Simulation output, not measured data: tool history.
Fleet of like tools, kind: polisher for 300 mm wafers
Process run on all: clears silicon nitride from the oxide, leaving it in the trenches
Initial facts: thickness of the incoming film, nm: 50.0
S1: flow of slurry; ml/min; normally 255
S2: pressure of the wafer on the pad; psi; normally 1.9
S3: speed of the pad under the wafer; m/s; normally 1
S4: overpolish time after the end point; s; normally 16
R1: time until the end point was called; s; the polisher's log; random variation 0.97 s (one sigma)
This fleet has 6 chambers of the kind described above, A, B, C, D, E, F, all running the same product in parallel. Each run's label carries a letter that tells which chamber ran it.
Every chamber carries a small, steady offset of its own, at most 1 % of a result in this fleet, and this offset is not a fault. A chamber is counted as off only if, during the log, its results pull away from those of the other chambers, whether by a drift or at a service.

{"hour": 4.7, "done": "chamber B: worn pad replaced by a new one"}
{"run": "1B", "hour": 6.0, "S1": 255, "S2": 1.9, "S3": 1, "S4": 16, "R1": 80.256}
{"hour": 8.7, "done": "chamber D: head pressure recalibrated"}
{"run": "2E", "hour": 10.0, "S1": 255, "S2": 1.9, "S3": 1, "S4": 16, "R1": 80.276}
{"run": "3C", "hour": 16.1, "S1": 255, "S2": 1.9, "S3": 1, "S4": 16, "R1": 79.544}
{"run": "4F", "hour": 21.8, "S1": 255, "S2": 1.9, "S3": 1, "S4": 16, "R1": 79.101}
{"run": "5A", "hour": 24.7, "S1": 255, "S2": 1.9, "S3": 1, "S4": 16, "R1": 77.176}
{"run": "6D", "hour": 29.0, "S1": 255, "S2": 1.9, "S3": 1, "S4": 16, "R1": 77.017}
{"hour": 34.6, "done": "chamber C: worn pad replaced by a new one"}
{"run": "7F", "hour": 34.9, "S1": 255, "S2": 1.9, "S3": 1, "S4": 16, "R1": 77.142}
{"run": "8A", "hour": 38.6, "S1": 255, "S2": 1.9, "S3": 1, "S4": 16, "R1": 79.04}
{"run": "9C", "hour": 41.9, "S1": 255, "S2": 1.9, "S3": 1, "S4": 16, "R1": 78.879}
{"hour": 44.3, "done": "chamber A: worn pad replaced by a new one"}
{"run": "10D", "hour": 47.1, "S1": 215, "S2": 1.9, "S3": 1, "S4": 21, "R1": 80.209}
{"run": "11E", "hour": 52.3, "S1": 215, "S2": 1.9, "S3": 1, "S4": 21, "R1": 80.662}
{"run": "12B", "hour": 57.4, "S1": 215, "S2": 1.9, "S3": 1, "S4": 21, "R1": 78.693}
{"hour": 57.9, "done": "chamber F: worn pad replaced by a new one"}
{"run": "13F", "hour": 61.5, "S1": 215, "S2": 1.9, "S3": 1, "S4": 21, "R1": 78.395}
{"run": "14D", "hour": 66.9, "S1": 215, "S2": 1.9, "S3": 1, "S4": 21, "R1": 78.902}
{"hour": 68.9, "done": "chamber B: worn pad replaced by a new one"}
{"hour": 69.0, "done": "chamber D: worn pad replaced by a new one"}
{"run": "15B", "hour": 70.3, "S1": 215, "S2": 1.9, "S3": 1, "S4": 21, "R1": 80.728}
{"run": "16A", "hour": 74.5, "S1": 255, "S2": 1.9, "S3": 1, "S4": 16, "R1": 79.848}
{"run": "17E", "hour": 80.5, "S1": 255, "S2": 1.9, "S3": 1, "S4": 16, "R1": 77.115}
{"hour": 84.5, "done": "chamber C: worn pad replaced by a new one"}
{"run": "18C", "hour": 85.8, "S1": 335, "S2": 1.9, "S3": 1, "S4": 21, "R1": 76.868}
{"run": "19D", "hour": 88.5, "S1": 335, "S2": 1.9, "S3": 1, "S4": 21, "R1": 75.055}
{"run": "20A", "hour": 91.9, "S1": 335, "S2": 1.9, "S3": 1, "S4": 21, "R1": 76.526}
{"run": "21C", "hour": 97.1, "S1": 335, "S2": 1.9, "S3": 1, "S4": 21, "R1": 76.095}
{"hour": 99.6, "done": "chamber B: slurry nozzle cleaned"}
{"run": "22B", "hour": 101.5, "S1": 335, "S2": 1.9, "S3": 1, "S4": 21, "R1": 76.828}
{"run": "23E", "hour": 106.4, "S1": 335, "S2": 1.9, "S3": 1, "S4": 21, "R1": 76.649}
{"run": "24F", "hour": 109.8, "S1": 175, "S2": 1.9, "S3": 1, "S4": 16, "R1": 79.76}
{"hour": 111.6, "done": "chamber E: worn pad replaced by a new one"}
{"hour": 111.9, "done": "chamber A: worn pad replaced by a new one"}
{"run": "25A", "hour": 112.6, "S1": 175, "S2": 1.9, "S3": 1, "S4": 16, "R1": 81.682}
{"run": "26B", "hour": 116.7, "S1": 175, "S2": 1.9, "S3": 1, "S4": 16, "R1": 80.765}
{"run": "27D", "hour": 120.1, "S1": 175, "S2": 1.9, "S3": 1, "S4": 16, "R1": 81.979}
{"run": "28C", "hour": 124.7, "S1": 175, "S2": 1.9, "S3": 1, "S4": 16, "R1": 80.717}
{"run": "29F", "hour": 130.2, "S1": 175, "S2": 1.9, "S3": 1, "S4": 16, "R1": 80.001}
{"run": "30E", "hour": 135.0, "S1": 255, "S2": 1.9, "S3": 1, "S4": 16, "R1": 77.328}
{"hour": 136.7, "done": "chamber C: worn pad replaced by a new one"}
{"hour": 136.9, "done": "chamber F: slurry nozzle cleaned"}
{"run": "31B", "hour": 140.2, "S1": 255, "S2": 1.9, "S3": 1, "S4": 16, "R1": 79.64}
{"hour": 142.8, "done": "chamber B: worn pad replaced by a new one"}
{"run": "32A", "hour": 143.4, "S1": 255, "S2": 1.9, "S3": 1, "S4": 16, "R1": 76.548}
{"run": "33D", "hour": 146.4, "S1": 255, "S2": 1.9, "S3": 1, "S4": 16, "R1": 78.529}
{"hour": 151.8, "done": "chamber F: worn pad replaced by a new one"}
{"run": "34E", "hour": 152.5, "S1": 255, "S2": 1.9, "S3": 1, "S4": 16, "R1": 77.535}
{"hour": 154.8, "done": "chamber D: worn pad replaced by a new one"}
{"run": "35F", "hour": 155.8, "S1": 255, "S2": 1.9, "S3": 1, "S4": 16, "R1": 77.382}
{"run": "36C", "hour": 160.9, "S1": 255, "S2": 1.9, "S3": 1, "S4": 16, "R1": 76.69}
{"run": "37E", "hour": 166.3, "S1": 255, "S2": 1.9, "S3": 1, "S4": 16, "R1": 77.449}
{"hour": 168.2, "done": "chamber A: worn pad replaced by a new one"}
{"run": "38B", "hour": 170.4, "S1": 255, "S2": 1.9, "S3": 1, "S4": 16, "R1": 80.505}
{"run": "39F", "hour": 173.2, "S1": 255, "S2": 1.9, "S3": 1, "S4": 16, "R1": 77.839}
{"run": "40D", "hour": 176.4, "S1": 255, "S2": 1.9, "S3": 1, "S4": 16, "R1": 76.892}
{"run": "41A", "hour": 180.1, "S1": 255, "S2": 1.9, "S3": 1, "S4": 16, "R1": 75.552}

Next, every chamber runs the same settings. What will each give?
{"run": "42A", "hour": 184.5, "S1": 170, "S2": 1.9, "S3": 1, "S4": 16, "R1": "?"}
{"run": "42B", "hour": 184.5, "S1": 170, "S2": 1.9, "S3": 1, "S4": 16, "R1": "?"}
{"run": "42C", "hour": 184.5, "S1": 170, "S2": 1.9, "S3": 1, "S4": 16, "R1": "?"}
{"run": "42D", "hour": 184.5, "S1": 170, "S2": 1.9, "S3": 1, "S4": 16, "R1": "?"}
{"run": "42E", "hour": 184.5, "S1": 170, "S2": 1.9, "S3": 1, "S4": 16, "R1": "?"}
{"run": "42F", "hour": 184.5, "S1": 170, "S2": 1.9, "S3": 1, "S4": 16, "R1": "?"}

run=42A R1=81.717
run=42B R1=82.754
run=42C R1=83.451
run=42D R1=82.235
run=42E R1=81.209
run=42F R1=80.795
